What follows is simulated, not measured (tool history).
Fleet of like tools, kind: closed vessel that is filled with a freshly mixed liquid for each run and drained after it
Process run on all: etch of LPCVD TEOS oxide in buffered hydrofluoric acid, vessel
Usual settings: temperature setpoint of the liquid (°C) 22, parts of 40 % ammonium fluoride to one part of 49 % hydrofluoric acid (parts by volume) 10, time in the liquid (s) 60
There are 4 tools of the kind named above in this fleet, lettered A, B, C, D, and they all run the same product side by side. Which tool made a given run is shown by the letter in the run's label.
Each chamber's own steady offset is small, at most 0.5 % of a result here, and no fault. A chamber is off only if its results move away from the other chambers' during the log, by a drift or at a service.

run     day  temperature setpoint of the liquid (°C)  parts of 40 % ammonium fluoride to one part of 49 % hydrofluoric acid (parts by volume)  time in the liquid (s)  read-back film thickness of the LPCVD TEOS oxide reference wafer, read on the same gauge (nm)  thickness taken off the LPCVD TEOS oxide on a monitor wafer (nm)
 1D   0.542                                       22                                                                                       10                      60                                                                                         40.028                                                            137.26
 2A   1.029                                       22                                                                                       10                      60                                                                                         39.981                                                             138.5
 3B   1.617                                       22                                                                                       10                      60                                                                                         39.998                                                            138.85
 4C   2.062                                       22                                                                                       10                      60                                                                                         39.964                                                            135.72
 5D   2.517                                       22                                                                                       10                      60                                                                                             40                                                            138.14
 6A   2.912                                       22                                                                                       10                      60                                                                                         40.033                                                            138.23
 7B   3.192                                       22                                                                                       10                      60                                                                                         40.006                                                            137.63
 8C   3.562                                       22                                                                                       10                      60                                                                                         39.963                                                            138.06
 9A   3.921                                       22                                                                                       10                      60                                                                                         39.998                                                            136.25
10B   4.371                                       22                                                                                       10                      60                                                                                         39.992                                                            140.41
11C   4.988                                       22                                                                                       10                      60                                                                                         40.023                                                            138.01
12D   5.379                                       22                                                                                       10                      60                                                                                         40.047                                                             137.8
13C   5.896                                       22                                                                                       10                      60                                                                                         40.013                                                             137.1
14A    6.35                                       22                                                                                     11.5                      80                                                                                         39.968                                                            161.51
      6.629  -- chamber C: hydrofluoric acid flow meter replaced
15B   6.875                                       22                                                                                     11.5                      80                                                                                         40.011                                                             163.1
16D   7.208                                       22                                                                                     11.5                      80                                                                                         40.046                                                            160.36
17A   7.721                                       22                                                                                     11.5                      80                                                                                         40.031                                                            162.56
18D    8.15                                       22                                                                                       10                      60                                                                                         40.015                                                               138
19C   8.558                                       22                                                                                       10                      60                                                                                         40.018                                                            136.34
20B   9.162                                       22                                                                                       10                      60                                                                                         40.025                                                            137.66
21C   9.708                                       22                                                                                       10                      60                                                                                         39.974                                                            135.74
22B  10.088                                       22                                                                                       10                      60                                                                                         40.056                                                            139.93
23D  10.525                                       22                                                                                       10                      60                                                                                         40.008                                                            136.83
24A  10.946                                       22                                                                                       10                      60                                                                                         40.028                                                            142.74
25B  11.388                                       22                                                                                       10                      60                                                                                          39.99                                                            140.93
26C  11.871                                       22                                                                                       10                      60                                                                                         39.979                                                            136.49
27A  12.288                                       22                                                                                       10                      60                                                                                         40.035                                                            143.13
28D  12.625                                       22                                                                                       13                      60                                                                                         40.039                                                             106.4
29C  13.183                                       22                                                                                       13                      60                                                                                         39.964                                                            107.36
30A  13.708                                       22                                                                                       13                      60                                                                                         39.985                                                            114.26
31B  14.321                                       22                                                                                       13                      60                                                                                         39.974                                                            107.37

Decide between three cases: one chamber stands off from its peers, the gauge reading all wafers drifts, or nothing is wrong past each chamber's small offset. Where a chamber is off, say which and what most likely put it there.

Chamber A drifts away from the others.
What lies behind it: hydrofluoric acid flow above the setpoint (%) = 8.67.
The log may not tell that from: liquid hotter than its thermometer reads (K).

Chamber A could run next with any of the 4 candidate recipes listed below; each alters the usual settings, and their results appear as question marks. Which one brings its results back in line with what the other chambers deliver on the usual settings?
In-line tolerance around the mean of the other chambers on the usual settings: thickness taken off the LPCVD TEOS oxide on a monitor wafer (nm) 3.9
32A-1  14.775                                     22.5                                                                                       10                      65                                                                                                                                                                ?
32A-2  14.775                                       20                                                                                       10                      60                                                                                                                                                                ?
32A-3  14.775                                       22                                                                                      9.5                      60                                                                                                                                                                ?
32A-4  14.775                                       22                                                                                       11                      60                                                                                                                                                                ?

The other chambers' mean on the usual settings: thickness taken off the LPCVD TEOS oxide on a monitor wafer (nm) 137.69
  run  thickness taken off the LPCVD TEOS oxide on a monitor wafer (nm)
32A-1                                                            161.52
32A-2                                                            129.85
32A-3                                                            151.66
32A-4                                                            136.19
32A-4 brings the chamber back in line.
